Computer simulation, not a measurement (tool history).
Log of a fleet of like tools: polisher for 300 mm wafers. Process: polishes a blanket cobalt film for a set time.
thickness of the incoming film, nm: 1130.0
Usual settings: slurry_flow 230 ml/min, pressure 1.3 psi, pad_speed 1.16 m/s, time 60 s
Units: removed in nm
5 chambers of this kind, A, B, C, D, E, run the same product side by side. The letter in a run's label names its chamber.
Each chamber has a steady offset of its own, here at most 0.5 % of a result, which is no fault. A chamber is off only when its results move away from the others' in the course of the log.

Run 1E, hour 4.2: usual settings. Result: removed 196.11 nm.
At hour 9.4: chamber E: worn pad replaced by a new one.
Run 2D, hour 11.6: usual settings. Result: removed 198.18 nm.
Run 3C, hour 15.9: usual settings. Result: removed 198.99 nm.
At hour 18.6: chamber A: worn pad replaced by a new one.
At hour 22.1: chamber C: worn pad replaced by a new one.
Run 4A, hour 24.2: usual settings. Result: removed 196.73 nm.
Run 5B, hour 28.7: usual settings. Result: removed 197.98 nm.
At hour 31.3: chamber B: worn pad replaced by a new one.
Run 6E, hour 36.2: usual settings. Result: removed 195.81 nm.
Run 7B, hour 42.8: usual settings. Result: removed 194.91 nm.
Run 8C, hour 48.9: usual settings but pressure 0.8 psi. Result: removed 121.13 nm.
Run 9D, hour 56.4: usual settings but pressure 0.8 psi. Result: removed 123.1 nm.
At hour 57.7: chamber A: slurry nozzle cleaned.
Run 10A, hour 64.8: usual settings but pressure 0.8 psi. Result: removed 121.7 nm.
At hour 67.9: chamber E: worn pad replaced by a new one.
Run 11B, hour 71.4: usual settings but pressure 0.8 psi. Result: removed 120.18 nm.
At hour 76.9: chamber C: worn pad replaced by a new one.
At hour 77.2: chamber D: worn pad replaced by a new one.
Run 12E, hour 77.9: usual settings but pressure 0.8 psi. Result: removed 122.22 nm.
Run 13D, hour 83.4: usual settings but pressure 1.7 psi, time 79 s. Result: removed 343.03 nm.
Run 14A, hour 91.2: usual settings but pressure 1.7 psi, time 79 s. Result: removed 339.47 nm.
Run 15C, hour 99.7: usual settings but pressure 1.7 psi, time 79 s. Result: removed 339.87 nm.
At hour 102.6: chamber B: worn pad replaced by a new one.
Run 16D, hour 106.1: usual settings but pressure 1.7 psi, time 79 s. Result: removed 344.04 nm.
Run 17A, hour 110.7: usual settings but pressure 1.7 psi, time 79 s. Result: removed 339.06 nm.
Run 18C, hour 116.6: usual settings but pad_speed 1.32 m/s, time 42 s. Result: removed 157.61 nm.
Run 19B, hour 124.2: usual settings but pad_speed 1.32 m/s, time 42 s. Result: removed 154.78 nm.
At hour 131.6: chamber E: worn pad replaced by a new one.
At hour 131.8: chamber A: worn pad replaced by a new one.
Run 20E, hour 132.4: usual settings but pad_speed 1.32 m/s, time 42 s. Result: removed 155.67 nm.
At hour 135.6: chamber D: head pressure recalibrated.
Run 21C, hour 140.9: usual settings but pad_speed 1.32 m/s, time 42 s. Result: removed 157.36 nm.
At hour 141.1: chamber C: worn pad replaced by a new one.
Run 22E, hour 145.2: usual settings but pad_speed 1.32 m/s, time 42 s. Result: removed 155.9 nm.
Run 23D, hour 154.2: usual settings. Result: removed 198.49 nm.
Run 24A, hour 161: usual settings. Result: removed 197.81 nm.
Run 25B, hour 168.7: usual settings. Result: removed 197.08 nm.
Run 26B, hour 174.6: usual settings but pressure 1.6 psi, time 74 s. Result: removed 299.42 nm.
At hour 175.8: chamber B: worn pad replaced by a new one.
At hour 177: chamber E: slurry nozzle cleaned.
Run 27C, hour 183.6: usual settings but pressure 1.6 psi, time 74 s. Result: removed 299.43 nm.
Run 28E, hour 189.4: usual settings but pressure 1.6 psi, time 74 s. Result: removed 300.65 nm.
At hour 191.1: chamber D: worn pad replaced by a new one.
Run 29D, hour 193.7: usual settings but pressure 1.6 psi, time 74 s. Result: removed 300.24 nm.
At hour 199.2: chamber E: worn pad replaced by a new one.
Run 30A, hour 200.7: usual settings but pressure 1.6 psi, time 74 s. Result: removed 299.97 nm.
Run 31B, hour 207.9: usual settings. Result: removed 196.11 nm.
Run 32E, hour 212.9: usual settings. Result: removed 198.16 nm.

All 5 chambers run these settings next. Forecast each chamber's results:
Run 33A, hour 219.4: usual settings. Result: removed ?.
Run 33B, hour 219.4: usual settings. Result: removed ?.
Run 33C, hour 219.4: usual settings. Result: removed ?.
Run 33D, hour 219.4: usual settings. Result: removed ?.
Run 33E, hour 219.4: usual settings. Result: removed ?.

run  removed
33A    197.9
33B   194.84
33C   199.39
33D   200.63
33E   195.24
